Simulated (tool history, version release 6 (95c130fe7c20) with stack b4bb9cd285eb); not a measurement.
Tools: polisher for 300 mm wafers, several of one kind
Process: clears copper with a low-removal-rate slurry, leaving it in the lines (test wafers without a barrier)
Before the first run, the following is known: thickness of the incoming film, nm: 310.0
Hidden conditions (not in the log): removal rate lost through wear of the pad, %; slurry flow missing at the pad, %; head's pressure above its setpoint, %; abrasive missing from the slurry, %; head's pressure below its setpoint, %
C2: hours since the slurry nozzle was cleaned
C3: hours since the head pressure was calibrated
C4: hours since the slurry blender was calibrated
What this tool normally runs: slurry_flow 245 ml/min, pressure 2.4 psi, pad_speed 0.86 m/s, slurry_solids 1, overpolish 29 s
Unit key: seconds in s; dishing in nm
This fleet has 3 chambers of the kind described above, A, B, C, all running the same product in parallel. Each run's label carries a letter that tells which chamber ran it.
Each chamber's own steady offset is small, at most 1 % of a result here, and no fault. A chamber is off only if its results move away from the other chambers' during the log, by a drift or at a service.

{"run": "1B", "hour": 4.7, "slurry_flow": 245, "pressure": 2.4, "pad_speed": 0.86, "slurry_solids": 1, "overpolish": 29, "wafers polished on this pad": 1406, "C2": 45.9, "C3": 151.3, "C4": 128.5, "seconds": 125.32, "dishing": 30.169}
{"hour": 6.2, "done": "chamber A: worn pad replaced by a new one"}
{"run": "2C", "hour": 10.5, "slurry_flow": 245, "pressure": 2.4, "pad_speed": 0.86, "slurry_solids": 1, "overpolish": 29, "wafers polished on this pad": 1313, "C2": 324.5, "C3": 521.1, "C4": 166.6, "seconds": 122.42, "dishing": 30.005}
{"hour": 15.9, "done": "chamber C: worn pad replaced by a new one"}
{"run": "3A", "hour": 18.2, "slurry_flow": 245, "pressure": 2.4, "pad_speed": 0.86, "slurry_solids": 1, "overpolish": 29, "wafers polished on this pad": 54, "C2": 272.3, "C3": 374.2, "C4": 95.4, "seconds": 123.81, "dishing": 29.656}
{"hour": 22.9, "done": "chamber B: worn pad replaced by a new one"}
{"hour": 24.6, "done": "chamber A: slurry blender recalibrated"}
{"run": "4A", "hour": 25.4, "slurry_flow": 245, "pressure": 2.4, "pad_speed": 0.86, "slurry_solids": 1, "overpolish": 29, "wafers polished on this pad": 87, "C2": 279.5, "C3": 381.4, "C4": 0.9, "seconds": 123.97, "dishing": 29.548}
{"run": "5C", "hour": 32.3, "slurry_flow": 245, "pressure": 2.4, "pad_speed": 0.86, "slurry_solids": 1, "overpolish": 29, "wafers polished on this pad": 74, "C2": 346.3, "C3": 542.9, "C4": 188.4, "seconds": 126.17, "dishing": 29.398}
{"hour": 37.9, "done": "chamber B: slurry blender recalibrated"}
{"run": "6B", "hour": 40.7, "slurry_flow": 245, "pressure": 2.4, "pad_speed": 0.86, "slurry_solids": 1, "overpolish": 29, "wafers polished on this pad": 81, "C2": 81.9, "C3": 187.3, "C4": 2.8, "seconds": 123.57, "dishing": 29.842}
{"run": "7A", "hour": 45.2, "slurry_flow": 245, "pressure": 2.4, "pad_speed": 0.86, "slurry_solids": 1, "overpolish": 29, "wafers polished on this pad": 178, "C2": 299.3, "C3": 401.2, "C4": 20.7, "seconds": 127.13, "dishing": 29.686}
{"run": "8C", "hour": 49.6, "slurry_flow": 190, "pressure": 2.4, "pad_speed": 0.58, "slurry_solids": 1, "overpolish": 29, "wafers polished on this pad": 153, "C2": 363.6, "C3": 560.2, "C4": 205.7, "seconds": 185.87, "dishing": 24.416}
{"run": "9B", "hour": 53.6, "slurry_flow": 190, "pressure": 2.4, "pad_speed": 0.58, "slurry_solids": 1, "overpolish": 29, "wafers polished on this pad": 140, "C2": 94.8, "C3": 200.2, "C4": 15.7, "seconds": 190.41, "dishing": 23.946}
{"run": "10B", "hour": 61.0, "slurry_flow": 190, "pressure": 2.4, "pad_speed": 0.58, "slurry_solids": 1, "overpolish": 29, "wafers polished on this pad": 173, "C2": 102.2, "C3": 207.6, "C4": 23.1, "seconds": 190.44, "dishing": 24.214}
{"run": "11A", "hour": 67.7, "slurry_flow": 245, "pressure": 2.4, "pad_speed": 0.86, "slurry_solids": 1, "overpolish": 29, "wafers polished on this pad": 280, "C2": 321.8, "C3": 423.7, "C4": 43.2, "seconds": 122.73, "dishing": 30.057}
{"run": "12C", "hour": 75.6, "slurry_flow": 245, "pressure": 2.4, "pad_speed": 0.86, "slurry_solids": 1, "overpolish": 29, "wafers polished on this pad": 272, "C2": 389.6, "C3": 586.2, "C4": 231.7, "seconds": 125.54, "dishing": 29.388}
{"run": "13A", "hour": 83.5, "slurry_flow": 170, "pressure": 2.4, "pad_speed": 0.64, "slurry_solids": 1, "overpolish": 29, "wafers polished on this pad": 352, "C2": 337.6, "C3": 439.5, "C4": 59.0, "seconds": 176.43, "dishing": 25.099}
{"run": "14C", "hour": 88.0, "slurry_flow": 170, "pressure": 2.4, "pad_speed": 0.64, "slurry_solids": 1, "overpolish": 29, "wafers polished on this pad": 329, "C2": 402.0, "C3": 598.6, "C4": 244.1, "seconds": 174.43, "dishing": 25.59}
{"run": "15B", "hour": 93.4, "slurry_flow": 170, "pressure": 2.4, "pad_speed": 0.64, "slurry_solids": 1, "overpolish": 29, "wafers polished on this pad": 321, "C2": 134.6, "C3": 240.0, "C4": 55.5, "seconds": 178.32, "dishing": 24.641}
{"run": "16C", "hour": 99.5, "slurry_flow": 245, "pressure": 2.4, "pad_speed": 0.86, "slurry_solids": 1, "overpolish": 29, "wafers polished on this pad": 381, "C2": 413.5, "C3": 610.1, "C4": 255.6, "seconds": 121.67, "dishing": 30.084}
{"hour": 106.2, "done": "chamber C: slurry nozzle cleaned"}
{"run": "17A", "hour": 107.5, "slurry_flow": 245, "pressure": 2.4, "pad_speed": 0.86, "slurry_solids": 1, "overpolish": 29, "wafers polished on this pad": 462, "C2": 361.6, "C3": 463.5, "C4": 83.0, "seconds": 121.82, "dishing": 30.31}
{"run": "18B", "hour": 111.6, "slurry_flow": 245, "pressure": 2.4, "pad_speed": 0.86, "slurry_solids": 1, "overpolish": 29, "wafers polished on this pad": 404, "C2": 152.8, "C3": 258.2, "C4": 73.7, "seconds": 126.38, "dishing": 29.759}
{"run": "19A", "hour": 120.4, "slurry_flow": 300, "pressure": 2.4, "pad_speed": 0.86, "slurry_solids": 1, "overpolish": 24, "wafers polished on this pad": 521, "C2": 374.5, "C3": 476.4, "C4": 95.9, "seconds": 120.93, "dishing": 27.397}
{"run": "20B", "hour": 126.0, "slurry_flow": 300, "pressure": 2.4, "pad_speed": 0.86, "slurry_solids": 1, "overpolish": 24, "wafers polished on this pad": 470, "C2": 167.2, "C3": 272.6, "C4": 88.1, "seconds": 123.48, "dishing": 26.995}
{"hour": 128.3, "done": "chamber A: slurry blender recalibrated"}
{"run": "21C", "hour": 134.7, "slurry_flow": 300, "pressure": 2.4, "pad_speed": 0.86, "slurry_solids": 1, "overpolish": 24, "wafers polished on this pad": 542, "C2": 28.5, "C3": 645.3, "C4": 290.8, "seconds": 120.38, "dishing": 27.795}
{"run": "22B", "hour": 140.8, "slurry_flow": 245, "pressure": 2.4, "pad_speed": 0.86, "slurry_solids": 1, "overpolish": 29, "wafers polished on this pad": 537, "C2": 182.0, "C3": 287.4, "C4": 102.9, "seconds": 126.47, "dishing": 29.74}
{"hour": 144.6, "done": "chamber B: head pressure recalibrated"}
{"hour": 147.2, "done": "chamber A: slurry nozzle cleaned"}
{"run": "23C", "hour": 148.4, "slurry_flow": 245, "pressure": 2.4, "pad_speed": 0.86, "slurry_solids": 1, "overpolish": 29, "wafers polished on this pad": 604, "C2": 42.2, "C3": 659.0, "C4": 304.5, "seconds": 123.16, "dishing": 29.31}
{"hour": 155.0, "done": "chamber C: slurry blender recalibrated"}
{"run": "24A", "hour": 157.4, "slurry_flow": 245, "pressure": 2.4, "pad_speed": 1.1, "slurry_solids": 1, "overpolish": 29, "wafers polished on this pad": 689, "C2": 10.2, "C3": 513.4, "C4": 29.2, "seconds": 97.809, "dishing": 32.532}
{"hour": 158.0, "done": "chamber A: worn pad replaced by a new one"}
{"run": "25C", "hour": 162.2, "slurry_flow": 245, "pressure": 2.4, "pad_speed": 1.1, "slurry_solids": 1, "overpolish": 29, "wafers polished on this pad": 667, "C2": 56.0, "C3": 672.8, "C4": 7.3, "seconds": 97.408, "dishing": 32.945}
{"run": "26B", "hour": 170.0, "slurry_flow": 245, "pressure": 2.4, "pad_speed": 1.1, "slurry_solids": 1, "overpolish": 29, "wafers polished on this pad": 671, "C2": 211.2, "C3": 25.5, "C4": 132.1, "seconds": 108.65, "dishing": 31.655}
{"run": "27A", "hour": 178.2, "slurry_flow": 245, "pressure": 2.4, "pad_speed": 0.86, "slurry_solids": 1, "overpolish": 29, "wafers polished on this pad": 92, "C2": 31.0, "C3": 534.2, "C4": 50.0, "seconds": 121.13, "dishing": 29.808}
{"run": "28C", "hour": 184.4, "slurry_flow": 245, "pressure": 2.4, "pad_speed": 0.86, "slurry_solids": 1, "overpolish": 29, "wafers polished on this pad": 768, "C2": 78.2, "C3": 695.0, "C4": 29.5, "seconds": 123.95, "dishing": 29.924}
{"run": "29A", "hour": 191.1, "slurry_flow": 245, "pressure": 2.4, "pad_speed": 0.86, "slurry_solids": 1, "overpolish": 29, "wafers polished on this pad": 151, "C2": 43.9, "C3": 547.1, "C4": 62.9, "seconds": 122.43, "dishing": 29.701}
{"hour": 197.4, "done": "chamber B: slurry blender recalibrated"}
{"run": "30B", "hour": 198.4, "slurry_flow": 245, "pressure": 2.4, "pad_speed": 0.86, "slurry_solids": 1, "overpolish": 29, "wafers polished on this pad": 800, "C2": 239.6, "C3": 53.9, "C4": 1.1, "seconds": 141.27, "dishing": 28.109}
{"run": "31A", "hour": 205.7, "slurry_flow": 245, "pressure": 2.4, "pad_speed": 0.86, "slurry_solids": 1, "overpolish": 29, "wafers polished on this pad": 217, "C2": 58.5, "C3": 561.7, "C4": 77.5, "seconds": 122.76, "dishing": 30.355}
{"run": "32B", "hour": 214.1, "slurry_flow": 245, "pressure": 2.4, "pad_speed": 0.86, "slurry_solids": 1, "overpolish": 29, "wafers polished on this pad": 872, "C2": 255.3, "C3": 69.6, "C4": 16.8, "seconds": 139.59, "dishing": 28.51}
{"run": "33C", "hour": 222.4, "slurry_flow": 245, "pressure": 2.4, "pad_speed": 0.86, "slurry_solids": 1, "overpolish": 29, "wafers polished on this pad": 942, "C2": 116.2, "C3": 733.0, "C4": 67.5, "seconds": 123.0, "dishing": 29.832}
{"run": "34B", "hour": 229.8, "slurry_flow": 245, "pressure": 2.4, "pad_speed": 0.86, "slurry_solids": 1, "overpolish": 29, "wafers polished on this pad": 944, "C2": 271.0, "C3": 85.3, "C4": 32.5, "seconds": 141.57, "dishing": 28.058}
{"run": "35C", "hour": 236.2, "slurry_flow": 245, "pressure": 2.4, "pad_speed": 0.86, "slurry_solids": 1, "overpolish": 29, "wafers polished on this pad": 1005, "C2": 130.0, "C3": 746.8, "C4": 81.3, "seconds": 122.79, "dishing": 30.145}
{"run": "36A", "hour": 245.1, "slurry_flow": 245, "pressure": 2.4, "pad_speed": 0.86, "slurry_solids": 1, "overpolish": 29, "wafers polished on this pad": 397, "C2": 97.9, "C3": 601.1, "C4": 116.9, "seconds": 124.93, "dishing": 29.867}
{"hour": 249.6, "done": "chamber A: slurry blender recalibrated"}
{"run": "37A", "hour": 251.7, "slurry_flow": 245, "pressure": 2.4, "pad_speed": 0.86, "slurry_solids": 1, "overpolish": 29, "wafers polished on this pad": 427, "C2": 104.5, "C3": 607.7, "C4": 2.2, "seconds": 126.2, "dishing": 29.988}
{"run": "38B", "hour": 258.9, "slurry_flow": 245, "pressure": 2.4, "pad_speed": 0.86, "slurry_solids": 1, "overpolish": 29, "wafers polished on this pad": 1076, "C2": 300.1, "C3": 114.4, "C4": 61.6, "seconds": 140.08, "dishing": 28.292}
{"run": "39C", "hour": 263.8, "slurry_flow": 245, "pressure": 2.4, "pad_speed": 0.86, "slurry_solids": 1, "overpolish": 29, "wafers polished on this pad": 1131, "C2": 157.6, "C3": 774.4, "C4": 108.9, "seconds": 121.59, "dishing": 29.822}
{"run": "40C", "hour": 269.2, "slurry_flow": 245, "pressure": 2.4, "pad_speed": 0.86, "slurry_solids": 1, "overpolish": 29, "wafers polished on this pad": 1155, "C2": 163.0, "C3": 779.8, "C4": 114.3, "seconds": 123.7, "dishing": 30.091}

Next, all 3 chambers run the settings below, one line each with question marks for the results. What does each chamber give?
{"run": "41A", "hour": 275.7, "slurry_flow": 245, "pressure": 2.4, "pad_speed": 0.86, "slurry_solids": 1, "overpolish": 29, "seconds": "?", "dishing": "?"}
{"run": "41B", "hour": 275.7, "slurry_flow": 245, "pressure": 2.4, "pad_speed": 0.86, "slurry_solids": 1, "overpolish": 29, "seconds": "?", "dishing": "?"}
{"run": "41C", "hour": 275.7, "slurry_flow": 245, "pressure": 2.4, "pad_speed": 0.86, "slurry_solids": 1, "overpolish": 29, "seconds": "?", "dishing": "?"}

run=41A seconds=123.600 dishing=29.831
run=41B seconds=139.710 dishing=28.509
run=41C seconds=122.020 dishing=29.948
